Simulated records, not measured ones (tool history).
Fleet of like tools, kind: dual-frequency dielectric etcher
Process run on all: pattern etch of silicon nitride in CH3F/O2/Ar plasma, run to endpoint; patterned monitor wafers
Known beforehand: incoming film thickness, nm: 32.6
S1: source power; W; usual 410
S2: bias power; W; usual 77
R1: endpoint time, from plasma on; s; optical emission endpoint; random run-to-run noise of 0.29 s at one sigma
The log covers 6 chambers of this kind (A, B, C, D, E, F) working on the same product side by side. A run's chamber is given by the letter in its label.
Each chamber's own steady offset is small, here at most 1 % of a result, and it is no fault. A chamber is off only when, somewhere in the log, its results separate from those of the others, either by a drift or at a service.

run   hour   S1  S2      R1
 1C    8.0  410  77  45.456
 2E   12.6  410  77  46.011
 3D   18.6  410  77  44.911
 4A   24.4  410  77  45.216
 5B   31.5  410  77  45.600
 6F   38.2  410  77  45.127
 7E   42.6  410  77  45.745
 8C   48.1  500  77  42.227
 9B   56.2  500  77  42.821
10F   60.5  500  77  42.165
11D   64.6  500  77  42.089
12A   69.2  500  77  41.856
13B   74.5  500  77  42.454
      79.5  -- chamber C: wet clean of the chamber
14F   79.5  410  77  45.662
15C   83.3  410  77  45.314
16D   88.0  410  77  45.477
      88.1  -- chamber C: source power generator calibrated
17A   92.3  410  77  44.898
18E   98.1  410  77  45.605
19C  103.3  410  77  45.904
20D  108.8  410  77  46.325
21E  113.0  410  77  45.772
22B  118.7  410  77  45.814
23F  123.0  410  77  45.219
24A  130.7  470  77  42.504
25D  137.3  470  77  44.313
26F  143.8  470  77  43.435
27C  150.2  470  77  43.144
     153.1  -- chamber A: wet clean of the chamber
28A  157.0  470  77  43.040
29E  161.5  470  77  43.644
30B  169.5  410  77  45.510
31F  174.7  410  77  45.434
32B  179.3  410  77  45.834
33D  187.0  410  77  47.201
34A  191.3  410  77  45.449
35C  198.4  410  77  45.464
36E  206.0  410  77  46.037
37C  212.7  410  77  45.880

Next, every chamber runs the same settings. What will each give?
38A  218.6  410  77   ?
38B  218.6  410  77   ?
38C  218.6  410  77   ?
38D  218.6  410  77   ?
38E  218.6  410  77   ?
38F  218.6  410  77   ?

run      R1
38A  45.312
38B  45.448
38C  45.063
38D  47.636
38E  45.611
38F  45.212

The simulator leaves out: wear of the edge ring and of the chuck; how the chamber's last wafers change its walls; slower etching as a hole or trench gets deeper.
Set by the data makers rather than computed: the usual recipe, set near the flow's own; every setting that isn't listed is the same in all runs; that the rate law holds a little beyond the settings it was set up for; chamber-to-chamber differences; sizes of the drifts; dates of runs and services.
